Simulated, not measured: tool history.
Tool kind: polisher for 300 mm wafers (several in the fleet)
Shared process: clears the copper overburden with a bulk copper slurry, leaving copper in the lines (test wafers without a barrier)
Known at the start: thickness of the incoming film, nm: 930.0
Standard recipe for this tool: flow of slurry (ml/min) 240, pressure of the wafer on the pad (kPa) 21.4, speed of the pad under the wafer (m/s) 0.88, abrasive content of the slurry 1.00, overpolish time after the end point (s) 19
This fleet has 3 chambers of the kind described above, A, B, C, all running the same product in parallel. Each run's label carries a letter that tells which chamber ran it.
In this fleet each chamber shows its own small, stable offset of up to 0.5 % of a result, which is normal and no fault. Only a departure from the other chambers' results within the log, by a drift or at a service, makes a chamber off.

run	day	flow of slurry (ml/min)	pressure of the wafer on the pad (kPa)	speed of the pad under the wafer (m/s)	abrasive content of the slurry	overpolish time after the end point (s)	time until the end point was called (s)	dishing of a wide line in a test structure (Å)
1A	0.312	240	21.4	0.88	1.00	19	96.130	954.11
# day 0.421: chamber B: slurry nozzle cleaned
# day 0.729: chamber A: worn pad replaced by a new one
2C	0.950	240	21.4	0.88	1.00	19	98.294	966.18
3B	1.462	240	21.4	0.88	1.00	19	96.102	974.09
# day 1.633: chamber C: worn pad replaced by a new one
4C	1.925	240	21.4	0.88	1.00	19	97.837	966.62
5B	2.504	240	21.4	0.88	1.00	19	96.487	951.39
6A	2.833	270	21.4	0.88	1.00	24	94.789	1080.20
7C	3.167	270	21.4	0.88	1.00	24	95.799	1078.50
8B	3.550	270	21.4	0.88	1.00	24	95.577	1053.30
9A	4.183	240	21.4	0.88	1.00	19	96.396	958.37
10A	4.679	240	21.4	0.88	1.00	19	94.614	932.41
11C	4.962	240	21.4	0.88	1.00	19	95.123	983.66
12B	5.475	240	21.4	0.88	1.00	19	99.831	920.93
13C	5.783	240	21.4	0.88	1.00	19	96.526	947.35
# day 5.979: chamber C: slurry blender recalibrated
14B	6.288	240	21.4	0.88	1.00	19	100.740	935.27
# day 6.483: chamber A: head pressure recalibrated
15A	6.592	240	21.4	0.88	1.00	19	95.014	944.20
# day 6.604: chamber A: slurry blender recalibrated
# day 6.954: chamber A: worn pad replaced by a new one
# day 6.954: chamber C: worn pad replaced by a new one
# day 6.983: chamber C: head pressure recalibrated
16A	7.188	240	21.4	0.88	1.00	19	98.675	944.02
17B	7.750	240	21.4	0.88	1.00	19	102.360	940.61
# day 8.233: chamber B: slurry blender recalibrated
18C	8.367	240	21.4	0.88	1.00	19	95.971	959.79
# day 8.829: chamber B: slurry nozzle cleaned
19B	8.933	240	21.4	0.88	0.90	19	106.500	915.72
# day 9.325: chamber A: slurry nozzle cleaned
20C	9.483	240	21.4	0.88	0.90	19	99.722	946.89
21A	9.779	240	21.4	0.88	0.90	19	98.068	941.50

Next, all 3 chambers run the settings below, one line each with question marks for the results. What does each chamber give?
22A	10.246	240	21.4	0.88	0.75	19	?	?
22B	10.246	240	21.4	0.88	0.75	19	?	?
22C	10.246	240	21.4	0.88	0.75	19	?	?

run	time until the end point was called (s)	dishing of a wide line in a test structure (Å)
22A	101.730	901.42
22B	109.960	869.86
22C	101.620	903.43
